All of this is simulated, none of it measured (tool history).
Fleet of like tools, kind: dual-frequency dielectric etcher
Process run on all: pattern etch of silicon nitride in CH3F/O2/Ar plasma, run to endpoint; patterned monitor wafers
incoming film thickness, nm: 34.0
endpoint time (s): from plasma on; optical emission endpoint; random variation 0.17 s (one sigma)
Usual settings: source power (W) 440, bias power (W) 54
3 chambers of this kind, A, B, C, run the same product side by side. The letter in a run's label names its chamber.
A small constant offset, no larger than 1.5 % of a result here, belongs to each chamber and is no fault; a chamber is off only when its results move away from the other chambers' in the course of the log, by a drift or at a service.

run	hour	source power (W)	bias power (W)	hours since the last wet clean	hours since the last source power generator calibration	hours since the last bias power generator calibration	endpoint time (s)
1C	3.4	440	54	295.8	4390.4	4457.4	51.746
# hour 6.1: chamber C: bias power generator calibrated
2B	7.6	440	54	123.8	1222.2	991.9	51.973
3A	14.4	440	54	255.5	1167.2	264.3	51.885
# hour 20: chamber C: source power generator calibrated
4B	21	440	54	137.2	1235.6	1005.3	52.017
5A	27	440	54	268.1	1179.8	276.9	51.706
6C	31.9	440	54	324.3	12	25.8	51.576
# hour 32.2: chamber C: wet clean of the chamber
7C	36.5	440	54	4.4	16.6	30.4	51.707
8B	42.8	440	54	159	1257.4	1027.1	51.722
9A	47.4	440	54	288.5	1200.2	297.3	52.083
10B	54.5	440	54	170.7	1269.1	1038.8	52.002
11A	59.1	440	54	300.2	1211.9	309	51.955
12C	62.6	440	54	30.5	42.7	56.5	51.651
13A	66.9	380	60	308	1219.7	316.8	53.085
14C	74.6	380	60	42.5	54.7	68.5	52.785
15B	79.1	380	60	195.3	1293.7	1063.4	53.034
16C	84.1	440	54	52	64.2	78	51.568
17A	90.1	440	54	331.2	1242.9	340	51.635
18B	94.4	440	54	210.6	1309	1078.7	51.828
19C	98.2	440	54	66.1	78.3	92.1	51.558
20B	104.2	440	54	220.4	1318.8	1088.5	51.807
21A	108.7	440	54	349.8	1261.5	358.6	51.473
22C	112.2	440	54	80.1	92.3	106.1	51.487
23A	117.1	440	54	358.2	1269.9	367	51.525
24B	122.6	440	54	238.8	1337.2	1106.9	52.224
25A	127.2	440	54	368.3	1280	377.1	51.062

All 3 chambers run these settings next. Forecast each chamber's results:
26A	132.7	440	61				?
26B	132.7	440	61				?
26C	132.7	440	61				?

run	endpoint time (s)
26A	48.895
26B	50.19
26C	49.374
